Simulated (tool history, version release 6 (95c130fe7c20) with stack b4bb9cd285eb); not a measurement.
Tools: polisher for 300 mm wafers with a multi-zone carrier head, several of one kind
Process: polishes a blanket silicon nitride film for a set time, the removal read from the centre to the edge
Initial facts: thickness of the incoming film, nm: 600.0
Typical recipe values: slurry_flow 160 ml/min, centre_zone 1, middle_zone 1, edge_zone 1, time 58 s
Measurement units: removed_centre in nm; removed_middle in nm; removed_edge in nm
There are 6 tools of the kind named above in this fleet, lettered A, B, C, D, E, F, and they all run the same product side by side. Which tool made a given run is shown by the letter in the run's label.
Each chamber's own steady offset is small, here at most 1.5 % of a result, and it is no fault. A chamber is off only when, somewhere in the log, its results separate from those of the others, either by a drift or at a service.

run   hour  slurry_flow  centre_zone  middle_zone  edge_zone  time  wafers polished on this pad  hours since the slurry nozzle was cleaned  hours since the centre zone pressure was calibrated  hours since the edge zone pressure was calibrated  removed_centre  removed_middle  removed_edge
 1D    5.5          160            1            1          1    58                          406                                      125.8                                                  383                                              103.7          193.23          192.64        197.47
 2B   12.9          160            1            1          1    58                          406                                      314.8                                                639.5                                              285.5          198.34          190.95        193.51
        17  -- chamber E: centre zone pressure recalibrated
 3F   18.9          160            1            1          1    58                          519                                      178.2                                                187.2                                              321.7          197.38          198.22        196.99
 4A   29.4          160            1            1          1    58                          429                                      273.8                                                186.6                                              303.3          196.61          192.09        196.98
      30.5  -- chamber B: worn pad replaced by a new one
      31.2  -- chamber C: worn pad replaced by a new one
 5C   36.1          160            1            1          1    58                           41                                      734.8                                                415.3                                              172.3           198.7          201.58        194.31
 6E   46.1          160            1            1          1    58                          476                                      327.8                                                 29.2                                              637.1           198.7          198.13        199.38
      54.5  -- chamber F: worn pad replaced by a new one
 7A   56.2          160            1            1          1    58                          652                                      300.6                                                213.4                                              330.1          197.56          196.05        194.77
      62.2  -- chamber D: worn pad replaced by a new one
 8F   68.4          160            1            1          1    58                          115                                      227.7                                                236.7                                              371.2          197.82          195.57        194.79
 9C   77.8          160            1            1          1    58                          387                                      776.5                                                  457                                                214          193.74           196.3        193.41
      79.3  -- chamber C: slurry nozzle cleaned
      82.6  -- chamber E: edge zone pressure recalibrated
10E   84.3          160            1            1          1    58                          793                                        366                                                 67.4                                                1.7          198.84          194.79        195.37
11D   92.5          160            1            1          1    58                          252                                      212.8                                                  470                                              190.7          199.48          198.21        199.48
12B  100.4          160            1            1          1    58                          581                                      402.3                                                  727                                                373          195.92          197.85        198.09
     103.6  -- chamber B: worn pad replaced by a new one
13A    108          160            1            1          1    58                         1083                                      352.4                                                265.2                                              381.9          188.83           194.1        188.51
     108.3  -- chamber E: worn pad replaced by a new one
14F  115.2          160            1            1          1    46                          504                                      274.5                                                283.5                                                418          152.98          158.38        154.56
     115.3  -- chamber C: worn pad replaced by a new one
15E  127.2          160            1            1          1    46                          157                                      408.9                                                110.3                                               44.6          159.02          151.89        155.11
     128.2  -- chamber C: centre zone pressure recalibrated
     128.7  -- chamber B: slurry nozzle cleaned
     131.7  -- chamber D: slurry nozzle cleaned
16B  139.3          160            1            1          1    46                          296                                       10.6                                                765.9                                              411.9          160.18          157.07        154.88
     140.6  -- chamber A: worn pad replaced by a new one
17D    149          160            1            1          1    46                          722                                       17.3                                                526.5                                              247.2           158.3          156.92        152.92
     151.1  -- chamber F: worn pad replaced by a new one
18C  161.5          160            1            1          1    46                          384                                       82.2                                                 33.3                                              297.7          155.44          156.71        153.82
     167.7  -- chamber F: slurry nozzle cleaned
     169.2  -- chamber F: centre zone pressure recalibrated
19A  170.7          160            1            1          1    46                          250                                      415.1                                                327.9                                              444.6          155.46          150.13         153.3
     175.1  -- chamber D: worn pad replaced by a new one
     175.9  -- chamber B: worn pad replaced by a new one
20C  177.6          125            1            1          1    58                          518                                       98.3                                                 49.4                                              313.8          183.82          184.71        187.06
21B  187.1          125            1            1          1    58                           93                                       58.4                                                813.7                                              459.7          184.76          182.24         187.1
     189.6  -- chamber A: edge zone pressure recalibrated
22E  194.6          125            1            1          1    58                          717                                      476.3                                                177.7                                                112          187.67          187.14        189.04
23D  202.6          125            1            1          1    58                          228                                       70.9                                                580.1                                              300.8          185.05          192.47        187.73
24F  211.5          125            1            1          1    58                          502                                       43.9                                                 42.4                                              514.3          184.12           188.4        187.73
     216.7  -- chamber E: worn pad replaced by a new one
     217.8  -- chamber C: worn pad replaced by a new one
     219.1  -- chamber D: centre zone pressure recalibrated
25E  222.8          125            1            1          1    58                           51                                      504.5                                                205.9                                              140.2          186.74          187.73         188.9
     229.5  -- chamber F: worn pad replaced by a new one
26F    234          160            1            1          1    58                           37                                       66.4                                                 64.9                                              536.8          188.63          195.85        189.26
     240.9  -- chamber B: worn pad replaced by a new one
     241.2  -- chamber B: edge zone pressure recalibrated
27B  243.4          160            1            1          1    40                           21                                      114.7                                                  870                                                2.2          137.25          134.17        134.82
28C  255.3          160            1            1          1    40                          311                                        176                                                127.1                                              391.5          137.28          137.19        134.12
29A  267.4          160            1            1          1    40                         1054                                      511.8                                                424.6                                               77.9          125.33          124.31        130.77
30D  272.9          160            1            1          1    40                          813                                      141.2                                                 53.8                                              371.1          132.21           134.8        135.13
31C  279.4          160            1            1          1    40                          512                                      200.1                                                151.2                                              415.6          139.76          136.63        134.13
32E  286.9          160            1            1          1    40                          584                                      568.6                                                  270                                              204.3          136.93          137.11        134.68
33F  296.9          160            1            1          1    58                          560                                      129.3                                                127.8                                              599.7          194.32          192.56        197.23
     301.7  -- chamber D: worn pad replaced by a new one
     302.2  -- chamber A: worn pad replaced by a new one
     305.6  -- chamber B: worn pad replaced by a new one
34D    307          140            1            1          1    50                           44                                      175.3                                                 87.9                                              405.2          163.88          163.66        162.96
     308.5  -- chamber E: worn pad replaced by a new one
35B  312.8          140            1            1          1    50                           59                                      184.1                                                939.4                                               71.6          162.81          163.26        166.05
       315  -- chamber F: worn pad replaced by a new one
36A  324.8          140            1            1          1    50                          187                                      569.2                                                  482                                              135.3          146.88          150.11        154.68
37B  335.1          140            1            1          1    50                          245                                      206.4                                                961.7                                               93.9          165.39          165.93         166.7
38E  342.7          140            1            1          1    50                          284                                      624.4                                                325.8                                              260.1          164.86          165.04        164.65
39F  350.5          140            1            1          1    50                          295                                      182.9                                                181.4                                              653.3          162.39          165.58        162.36

Decide between three cases: one chamber stands off from its peers, the gauge reading all wafers drifts, or nothing is wrong past each chamber's small offset. Where a chamber is off, say which and what most likely put it there.

One chamber, A, drifts off from the rest bit by bit.
Most likely cause: slurry flow missing at the pad, % = 38.4.

Which of the 4 candidates below, each the usual settings with something changed and its results left as question marks, puts chamber A back in line with what the other chambers give on the usual settings?
In-line tolerance around the mean of the other chambers on the usual settings: removed_centre 10 nm; removed_middle 9.8 nm; removed_edge 9.8 nm
40A-1  359.7          170         1.04         1.03       0.97    62                                                                                                                                                                                               ?               ?             ?
40A-2  359.7          155         0.99         0.99       1.01    57                                                                                                                                                                                               ?               ?             ?
40A-3  359.7          165         1.01         1.01       0.99    59                                                                                                                                                                                               ?               ?             ?
40A-4  359.7          150         0.96         0.97       1.03    54                                                                                                                                                                                               ?               ?             ?

The other chambers' mean on the usual settings: removed_centre 196.96 nm; removed_middle 196.48 nm; removed_edge 195.83 nm
  run  removed_centre  removed_middle  removed_edge
40A-1          196.11          193.91        193.69
40A-2          165.84          167.68        178.94
40A-3          179.06          179.84        185.36
40A-4          150.19          154.48        170.27
Change 40A-1 lands the chamber within the allowed miss of the other chambers.
